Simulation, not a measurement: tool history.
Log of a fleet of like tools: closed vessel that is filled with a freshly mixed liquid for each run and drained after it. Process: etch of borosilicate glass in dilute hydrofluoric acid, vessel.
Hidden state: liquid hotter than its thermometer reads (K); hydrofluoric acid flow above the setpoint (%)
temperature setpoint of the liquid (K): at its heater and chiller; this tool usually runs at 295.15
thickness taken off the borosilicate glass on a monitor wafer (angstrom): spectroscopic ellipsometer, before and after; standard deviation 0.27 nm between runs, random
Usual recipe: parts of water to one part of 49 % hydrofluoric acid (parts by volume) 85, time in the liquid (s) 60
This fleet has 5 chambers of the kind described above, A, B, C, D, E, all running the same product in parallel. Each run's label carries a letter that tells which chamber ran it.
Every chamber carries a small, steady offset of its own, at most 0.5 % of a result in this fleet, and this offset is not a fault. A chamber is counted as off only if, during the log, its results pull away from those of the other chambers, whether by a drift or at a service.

run,hour,temperature setpoint of the liquid (K),parts of water to one part of 49 % hydrofluoric acid (parts by volume),time in the liquid (s),hours since the thermometer was replaced,hours since the hydrofluoric acid flow meter was replaced,"read-back film thickness of the borosilicate glass reference wafer, read on the same gauge (nm)",thickness taken off the borosilicate glass on a monitor wafer (angstrom)
1E,7.4,295.15,85,60,1429.6,920.7,89.981,368.74
2C,12.4,295.15,85,60,1411.1,748.4,89.977,368.88
3A,17,295.15,85,60,303.6,388.6,89.983,372.21
4D,22.4,295.15,85,60,905.7,1411.4,90.011,366.58
5B,29.4,295.15,85,60,851.6,1665.7,89.993,367.22
6A,35.1,295.15,85,60,321.7,406.7,90.027,368.86
7D,40.9,295.15,85,60,924.2,1429.9,89.987,363.99
8B,48.5,295.15,85,60,870.7,1684.8,89.996,368.38
# hour 53.6: chamber C: thermometer replaced
9C,54.8,295.15,85,60,1.3,790.8,90.004,362.75
10E,61.4,295.15,85,60,1483.6,974.7,90.006,371.9
# hour 67.1: chamber C: hydrofluoric acid flow meter replaced
11A,68.3,295.15,85,60,354.9,439.9,90.006,375.98
12C,74.6,295.15,95,30,21.1,7.5,90.003,160.35
13D,81.2,295.15,95,30,964.5,1470.2,89.991,161.35
14E,86.4,295.15,95,30,1508.6,999.7,89.959,162.82
15B,89.9,295.15,95,30,912.1,1726.2,89.981,160.84
16D,96.2,295.15,95,30,979.5,1485.2,90.001,162.91
17E,100.4,295.15,85,60,1522.6,1013.7,90.013,368.05
18B,106.2,300.15,85,40,928.4,1742.5,90.015,301.36
19C,114,300.15,85,40,60.5,46.9,89.995,298.92
# hour 116.5: chamber E: hydrofluoric acid flow meter replaced
20A,119.8,300.15,85,40,406.4,491.4,90.009,313.97
# hour 121.6: chamber D: hydrofluoric acid flow meter replaced
21B,126.9,300.15,85,40,949.1,1763.2,89.978,297.6
22D,132.2,300.15,85,40,1015.5,10.7,90.008,295.67
23E,137.3,295.15,85,60,1559.5,20.9,89.991,364.83
24A,142.4,295.15,85,60,429,514,90.038,396.59
25C,145.8,298.65,85,50,92.3,78.7,90.015,352.01
26E,153,298.65,85,50,1575.2,36.6,90.019,351.7
27D,159,298.65,85,50,1042.3,37.5,90,351.22
28B,162.7,298.65,85,50,984.9,1799,90.029,350.69
# hour 167.2: chamber A: hydrofluoric acid flow meter replaced
29C,169.4,298.65,85,50,115.9,102.3,90.012,358.46
30A,176.2,295.15,85,85,462.8,9,90.004,564.03
31A,181.6,295.15,85,85,468.2,14.4,90.008,563.22
32D,187.7,295.15,85,85,1071,66.2,90.003,517.8

Read the log: is a single chamber off, either drifting away or since a service, is the gauge that measures every chamber drifting, or is nothing wrong beyond small per-chamber offsets? Name any odd chamber and what most likely caused it.

It is chamber A that slowly wanders off from its peers.
What lies behind it: liquid hotter than its thermometer reads (K) = 2.22.

Which of the 4 candidates below, each the usual settings with something changed and its results left as question marks, puts chamber A back in line with what the other chambers give on the usual settings?
A result is in line if it is within this distance of the other chambers' mean on the usual settings: thickness taken off the borosilicate glass on a monitor wafer (angstrom) 9.4
33A-1,193.3,294.15,85,60,,,,?
33A-2,193.3,296.15,85,60,,,,?
33A-3,193.3,297.65,85,60,,,,?
33A-4,193.3,295.15,85,55,,,,?

What the other chambers average on the usual settings: thickness taken off the borosilicate glass on a monitor wafer (angstrom) 366.5
run,thickness taken off the borosilicate glass on a monitor wafer (angstrom)
33A-1,384.22
33A-2,415.7
33A-3,440.65
33A-4,366.33
Change 33A-4 lands the chamber within the allowed miss of the other chambers.
